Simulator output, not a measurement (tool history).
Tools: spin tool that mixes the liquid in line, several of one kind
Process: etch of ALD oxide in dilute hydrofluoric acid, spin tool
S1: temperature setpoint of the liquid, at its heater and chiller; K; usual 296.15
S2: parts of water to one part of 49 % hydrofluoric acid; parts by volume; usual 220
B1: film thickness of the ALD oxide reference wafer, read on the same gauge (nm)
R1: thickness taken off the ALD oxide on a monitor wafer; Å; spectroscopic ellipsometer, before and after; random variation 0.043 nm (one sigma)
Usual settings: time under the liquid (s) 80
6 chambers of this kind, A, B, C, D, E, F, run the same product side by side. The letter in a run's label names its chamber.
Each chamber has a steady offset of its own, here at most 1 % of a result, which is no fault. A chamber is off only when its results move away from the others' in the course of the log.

run 1C hour=5.9 | S1=296.15 S2=220 time_under_the_liquid_(s)=80 | B1=150.00 | R1=53.521
run 2D hour=15.1 | S1=296.15 S2=220 time_under_the_liquid_(s)=80 | B1=150.00 | R1=52.908
-- hour=19.8 chamber C: hydrofluoric acid flow meter replaced
run 3A hour=26.1 | S1=296.15 S2=220 time_under_the_liquid_(s)=80 | B1=149.99 | R1=52.739
run 4E hour=39.4 | S1=296.15 S2=220 time_under_the_liquid_(s)=80 | B1=150.01 | R1=52.475
run 5B hour=49.9 | S1=296.15 S2=220 time_under_the_liquid_(s)=80 | B1=150.01 | R1=53.459
run 6F hour=61.7 | S1=296.15 S2=220 time_under_the_liquid_(s)=80 | B1=149.98 | R1=52.269
run 7F hour=73.7 | S1=296.15 S2=220 time_under_the_liquid_(s)=80 | B1=150.00 | R1=52.675
run 8B hour=79.9 | S1=296.15 S2=220 time_under_the_liquid_(s)=80 | B1=150.02 | R1=52.659
-- hour=87.7 chamber F: hydrofluoric acid flow meter replaced
run 9A hour=89.9 | S1=296.15 S2=220 time_under_the_liquid_(s)=80 | B1=149.99 | R1=53.137
-- hour=97.0 chamber F: thermometer replaced
run 10D hour=98.0 | S1=296.15 S2=220 time_under_the_liquid_(s)=80 | B1=149.98 | R1=53.233
run 11E hour=110.6 | S1=296.15 S2=220 time_under_the_liquid_(s)=80 | B1=150.00 | R1=52.126
run 12C hour=120.8 | S1=296.15 S2=220 time_under_the_liquid_(s)=80 | B1=150.00 | R1=53.063
run 13A hour=127.7 | S1=296.15 S2=220 time_under_the_liquid_(s)=80 | B1=149.99 | R1=52.402
run 14C hour=135.3 | S1=296.15 S2=220 time_under_the_liquid_(s)=80 | B1=149.99 | R1=52.694
run 15B hour=146.1 | S1=296.15 S2=220 time_under_the_liquid_(s)=80 | B1=150.00 | R1=52.957
run 16F hour=155.5 | S1=296.15 S2=220 time_under_the_liquid_(s)=125 | B1=150.00 | R1=82.463
-- hour=155.9 chamber E: hydrofluoric acid flow meter replaced
run 17D hour=168.0 | S1=296.15 S2=220 time_under_the_liquid_(s)=125 | B1=150.00 | R1=83.426
-- hour=173.3 chamber A: thermometer replaced
run 18E hour=174.7 | S1=296.15 S2=220 time_under_the_liquid_(s)=125 | B1=150.00 | R1=82.724
-- hour=176.6 chamber D: hydrofluoric acid flow meter replaced
run 19B hour=185.9 | S1=296.15 S2=220 time_under_the_liquid_(s)=125 | B1=149.98 | R1=83.202
run 20E hour=199.4 | S1=296.15 S2=220 time_under_the_liquid_(s)=125 | B1=149.97 | R1=82.244
-- hour=201.9 chamber B: hydrofluoric acid flow meter replaced
run 21C hour=206.3 | S1=296.15 S2=220 time_under_the_liquid_(s)=125 | B1=149.98 | R1=82.190
-- hour=213.1 chamber C: thermometer replaced
run 22A hour=219.7 | S1=296.15 S2=220 time_under_the_liquid_(s)=80 | B1=150.01 | R1=53.467
run 23D hour=227.9 | S1=296.15 S2=220 time_under_the_liquid_(s)=80 | B1=150.02 | R1=53.224
run 24F hour=239.5 | S1=296.15 S2=220 time_under_the_liquid_(s)=80 | B1=149.99 | R1=52.487
run 25E hour=251.8 | S1=296.15 S2=220 time_under_the_liquid_(s)=80 | B1=149.99 | R1=52.139
run 26B hour=261.2 | S1=296.15 S2=220 time_under_the_liquid_(s)=80 | B1=150.00 | R1=52.638
run 27F hour=269.5 | S1=296.15 S2=220 time_under_the_liquid_(s)=80 | B1=149.99 | R1=52.679
run 28C hour=279.7 | S1=296.15 S2=220 time_under_the_liquid_(s)=80 | B1=149.98 | R1=53.131
run 29A hour=287.3 | S1=296.15 S2=180 time_under_the_liquid_(s)=80 | B1=149.98 | R1=68.821
run 30D hour=300.0 | S1=296.15 S2=180 time_under_the_liquid_(s)=80 | B1=149.99 | R1=68.444
-- hour=306.3 chamber D: thermometer replaced
run 31C hour=312.3 | S1=296.15 S2=180 time_under_the_liquid_(s)=80 | B1=149.99 | R1=67.427
run 32D hour=324.2 | S1=296.15 S2=180 time_under_the_liquid_(s)=80 | B1=150.00 | R1=67.605
run 33B hour=335.8 | S1=296.15 S2=180 time_under_the_liquid_(s)=80 | B1=149.99 | R1=67.750
run 34E hour=348.2 | S1=296.15 S2=180 time_under_the_liquid_(s)=80 | B1=150.01 | R1=67.496
run 35F hour=355.3 | S1=296.15 S2=220 time_under_the_liquid_(s)=80 | B1=150.00 | R1=52.694
run 36A hour=364.9 | S1=296.15 S2=220 time_under_the_liquid_(s)=80 | B1=149.99 | R1=52.742

What goes on in this fleet: one chamber off, a drifting gauge, or nothing beyond the chambers' own small offsets? Name the chamber and the cause, if any.

No chamber stands off beyond its own small offset, and the gauge holds steady.
